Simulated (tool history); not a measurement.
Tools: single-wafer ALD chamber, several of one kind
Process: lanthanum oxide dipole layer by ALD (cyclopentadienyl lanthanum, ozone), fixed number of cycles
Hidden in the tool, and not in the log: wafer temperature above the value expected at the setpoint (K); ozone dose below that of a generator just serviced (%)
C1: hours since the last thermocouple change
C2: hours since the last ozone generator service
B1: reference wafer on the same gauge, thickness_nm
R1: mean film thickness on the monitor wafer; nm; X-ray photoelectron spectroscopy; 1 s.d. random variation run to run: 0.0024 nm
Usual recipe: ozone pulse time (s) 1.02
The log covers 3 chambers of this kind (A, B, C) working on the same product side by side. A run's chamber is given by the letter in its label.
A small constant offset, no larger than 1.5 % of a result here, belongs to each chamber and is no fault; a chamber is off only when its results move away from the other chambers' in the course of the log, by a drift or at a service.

run 1C hour=11.5 | ozone_pulse_time_(s)=1.02 | C1=1901.0 C2=730.8 | B1=0.48687 | R1=0.50838
run 2A hour=21.2 | ozone_pulse_time_(s)=1.02 | C1=885.1 C2=787.7 | B1=0.48742 | R1=0.50105
run 3B hour=26.9 | ozone_pulse_time_(s)=1.02 | C1=2002.7 C2=1299.2 | B1=0.48668 | R1=0.50876
run 4C hour=34.4 | ozone_pulse_time_(s)=1.02 | C1=1923.9 C2=753.7 | B1=0.48697 | R1=0.50297
run 5A hour=44.2 | ozone_pulse_time_(s)=0.82 | C1=908.1 C2=810.7 | B1=0.48676 | R1=0.46215
run 6B hour=52.8 | ozone_pulse_time_(s)=0.82 | C1=2028.6 C2=1325.1 | B1=0.48682 | R1=0.46646
run 7C hour=64.2 | ozone_pulse_time_(s)=0.82 | C1=1953.7 C2=783.5 | B1=0.48685 | R1=0.46531
run 8A hour=73.9 | ozone_pulse_time_(s)=1.02 | C1=937.8 C2=840.4 | B1=0.48727 | R1=0.50464
run 9B hour=82.7 | ozone_pulse_time_(s)=1.02 | C1=2058.5 C2=1355.0 | B1=0.48665 | R1=0.50724
run 10B hour=94.5 | ozone_pulse_time_(s)=1.02 | C1=2070.3 C2=1366.8 | B1=0.48684 | R1=0.50589
run 11C hour=101.0 | ozone_pulse_time_(s)=1.02 | C1=1990.5 C2=820.3 | B1=0.48737 | R1=0.50222
run 12A hour=110.1 | ozone_pulse_time_(s)=1.02 | C1=974.0 C2=876.6 | B1=0.48609 | R1=0.50453
run 13C hour=115.4 | ozone_pulse_time_(s)=1.02 | C1=2004.9 C2=834.7 | B1=0.48699 | R1=0.50279
run 14B hour=121.7 | ozone_pulse_time_(s)=1.02 | C1=2097.5 C2=1394.0 | B1=0.48697 | R1=0.51063
run 15A hour=128.0 | ozone_pulse_time_(s)=1.02 | C1=991.9 C2=894.5 | B1=0.48678 | R1=0.49756
run 16C hour=139.3 | ozone_pulse_time_(s)=1.02 | C1=2028.8 C2=858.6 | B1=0.48704 | R1=0.50574
run 17B hour=148.9 | ozone_pulse_time_(s)=1.02 | C1=2124.7 C2=1421.2 | B1=0.48669 | R1=0.50660
run 18A hour=154.5 | ozone_pulse_time_(s)=1.02 | C1=1018.4 C2=921.0 | B1=0.48719 | R1=0.50442
run 19B hour=160.4 | ozone_pulse_time_(s)=1.02 | C1=2136.2 C2=1432.7 | B1=0.48736 | R1=0.50910
-- hour=160.9 chamber A: ozone generator serviced
run 20C hour=171.6 | ozone_pulse_time_(s)=1.02 | C1=2061.1 C2=890.9 | B1=0.48674 | R1=0.50311
run 21A hour=177.5 | ozone_pulse_time_(s)=1.02 | C1=1041.4 C2=16.7 | B1=0.48681 | R1=0.50641
run 22B hour=183.9 | ozone_pulse_time_(s)=1.02 | C1=2159.7 C2=1456.2 | B1=0.48692 | R1=0.50639
run 23C hour=190.1 | ozone_pulse_time_(s)=1.02 | C1=2079.6 C2=909.4 | B1=0.48773 | R1=0.50354
run 24A hour=200.7 | ozone_pulse_time_(s)=1.02 | C1=1064.6 C2=39.9 | B1=0.48714 | R1=0.50593
run 25C hour=208.8 | ozone_pulse_time_(s)=1.02 | C1=2098.3 C2=928.1 | B1=0.48739 | R1=0.50445
run 26B hour=219.5 | ozone_pulse_time_(s)=1.02 | C1=2195.3 C2=1491.8 | B1=0.48722 | R1=0.50475
run 27A hour=226.3 | ozone_pulse_time_(s)=1.02 | C1=1090.2 C2=65.5 | B1=0.48695 | R1=0.50254
run 28C hour=232.5 | ozone_pulse_time_(s)=1.02 | C1=2122.0 C2=951.8 | B1=0.48734 | R1=0.50141
run 29A hour=244.4 | ozone_pulse_time_(s)=1.02 | C1=1108.3 C2=83.6 | B1=0.48719 | R1=0.50604
run 30B hour=253.7 | ozone_pulse_time_(s)=1.27 | C1=2229.5 C2=1526.0 | B1=0.48774 | R1=0.53851
run 31A hour=263.3 | ozone_pulse_time_(s)=1.27 | C1=1127.2 C2=102.5 | B1=0.48685 | R1=0.53385
run 32C hour=268.9 | ozone_pulse_time_(s)=1.27 | C1=2158.4 C2=988.2 | B1=0.48680 | R1=0.53348
run 33B hour=274.4 | ozone_pulse_time_(s)=1.02 | C1=2250.2 C2=1546.7 | B1=0.48712 | R1=0.50449
run 34C hour=284.4 | ozone_pulse_time_(s)=1.02 | C1=2173.9 C2=1003.7 | B1=0.48707 | R1=0.50525
run 35B hour=289.9 | ozone_pulse_time_(s)=1.02 | C1=2265.7 C2=1562.2 | B1=0.48692 | R1=0.50697
run 36A hour=297.0 | ozone_pulse_time_(s)=1.02 | C1=1160.9 C2=136.2 | B1=0.48765 | R1=0.50531
run 37C hour=305.7 | ozone_pulse_time_(s)=1.02 | C1=2195.2 C2=1025.0 | B1=0.48654 | R1=0.50633
run 38B hour=316.7 | ozone_pulse_time_(s)=1.02 | C1=2292.5 C2=1589.0 | B1=0.48671 | R1=0.50783
run 39A hour=323.9 | ozone_pulse_time_(s)=1.17 | C1=1187.8 C2=163.1 | B1=0.48691 | R1=0.52657
run 40B hour=330.3 | ozone_pulse_time_(s)=1.17 | C1=2306.1 C2=1602.6 | B1=0.48704 | R1=0.52714

Next, all 3 chambers run the settings below, one line each with question marks for the results. What does each chamber give?
run 41A hour=338.9 | ozone_pulse_time_(s)=1.31 | R1=?
run 41B hour=338.9 | ozone_pulse_time_(s)=1.31 | R1=?
run 41C hour=338.9 | ozone_pulse_time_(s)=1.31 | R1=?

run=41A R1=0.53844
run=41B R1=0.54221
run=41C R1=0.53873
